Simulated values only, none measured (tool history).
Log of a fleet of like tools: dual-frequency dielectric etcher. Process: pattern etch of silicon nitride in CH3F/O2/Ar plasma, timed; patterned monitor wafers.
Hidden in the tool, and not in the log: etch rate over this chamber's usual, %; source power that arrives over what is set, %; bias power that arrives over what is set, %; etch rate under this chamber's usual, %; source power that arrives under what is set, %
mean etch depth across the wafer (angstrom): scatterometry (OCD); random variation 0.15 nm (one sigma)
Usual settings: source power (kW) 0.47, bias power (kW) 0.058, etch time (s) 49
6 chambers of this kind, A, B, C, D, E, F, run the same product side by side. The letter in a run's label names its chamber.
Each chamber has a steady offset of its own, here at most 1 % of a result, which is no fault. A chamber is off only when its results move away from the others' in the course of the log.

run	hour	source power (kW)	bias power (kW)	etch time (s)	hours since the last wet clean	hours since the last source power generator calibration	hours since the last bias power generator calibration	read-back reference wafer on the same gauge, depth_nm	mean etch depth across the wafer (angstrom)
1E	4.1	0.47	0.058	49	412.9	1170.3	1607.7	37.087	340.7
# hour 6.2: chamber C: wet clean of the chamber
2A	7.7	0.47	0.058	49	377.2	1982.6	2336.7	37.098	335.28
3C	14.8	0.47	0.058	49	8.6	233.3	457	37.102	335.56
4D	21.9	0.47	0.058	49	157.8	1791.5	321.3	37.076	334.95
5F	27.6	0.47	0.058	49	88.5	1149	29.3	37.108	339.34
6B	32.5	0.47	0.058	49	189.8	4003.8	2573.7	37.09	340.2
7D	39.2	0.47	0.058	39	175.1	1808.8	338.6	37.078	266.31
8F	45.7	0.47	0.058	39	106.6	1167.1	47.4	37.143	269.01
9E	51.7	0.47	0.058	39	460.5	1217.9	1655.3	37.101	270.95
10C	56	0.47	0.058	39	49.8	274.5	498.2	37.089	268.86
11A	60.5	0.47	0.058	39	430	2035.4	2389.5	37.096	270.53
12B	68.3	0.47	0.058	39	225.6	4039.6	2609.5	37.1	270.69
13B	73.8	0.47	0.058	49	231.1	4045.1	2615	37.136	343.5
14C	78.9	0.47	0.058	49	72.7	297.4	521.1	37.124	336.58
15E	84.4	0.47	0.058	49	493.2	1250.6	1688	37.128	339.46
16A	89	0.47	0.058	49	458.5	2063.9	2418	37.11	338.64
17D	92.7	0.47	0.058	49	228.6	1862.3	392.1	37.099	338.77
# hour 98: chamber A: wet clean of the chamber
18F	100.9	0.47	0.058	49	161.8	1222.3	102.6	37.077	336.79
19B	108.3	0.47	0.058	49	265.6	4079.6	2649.5	37.121	343.94
20A	113.8	0.47	0.058	49	15.8	2088.7	2442.8	37.123	338.41
21C	119.2	0.4	0.058	37.5	113	337.7	561.4	37.136	243.15
22E	123.8	0.4	0.058	37.5	532.6	1290	1727.4	37.135	244.82
23D	128.8	0.4	0.058	37.5	264.7	1898.4	428.2	37.11	243.97
24F	136.9	0.4	0.058	37.5	197.8	1258.3	138.6	37.08	243.44
25D	141.8	0.4	0.058	37.5	277.7	1911.4	441.2	37.125	239.38
26E	146.2	0.4	0.058	37.5	555	1312.4	1749.8	37.092	243.42
27C	152	0.47	0.058	49	145.8	370.5	594.2	37.066	336.62
28A	158.2	0.47	0.068	49	60.2	2133.1	2487.2	37.089	359.18
29B	163.8	0.47	0.068	49	321.1	4135.1	2705	37.093	372.41
30F	167.5	0.47	0.068	49	228.4	1288.9	169.2	37.091	356.63
31A	171.9	0.47	0.068	49	73.9	2146.8	2500.9	37.095	357.81
32D	176.5	0.47	0.068	49	312.4	1946.1	475.9	37.079	354.22
33B	182.9	0.47	0.068	49	340.2	4154.2	2724.1	37.067	370.29
34F	189.1	0.47	0.058	49	250	1310.5	190.8	37.132	341.14
35E	193.9	0.47	0.058	49	602.7	1360.1	1797.5	37.077	341.7
36C	197.9	0.47	0.058	49	191.7	416.4	640.1	37.125	337.8
37A	202.2	0.47	0.058	49	104.2	2177.1	2531.2	37.111	339.82
38D	208.2	0.47	0.058	49	344.1	1977.8	507.6	37.083	339.96
39E	215.7	0.47	0.065	49	624.5	1381.9	1819.3	37.07	352.17
40F	220.1	0.47	0.065	49	281	1341.5	221.8	37.111	352.15

All 6 chambers run these settings next. Forecast each chamber's results:
41A	226	0.47	0.058	49					?
41B	226	0.47	0.058	49					?
41C	226	0.47	0.058	49					?
41D	226	0.47	0.058	49					?
41E	226	0.47	0.058	49					?
41F	226	0.47	0.058	49					?

run	mean etch depth across the wafer (angstrom)
41A	340.06
41B	361.16
41C	335.63
41D	341
41E	343.24
41F	337.63
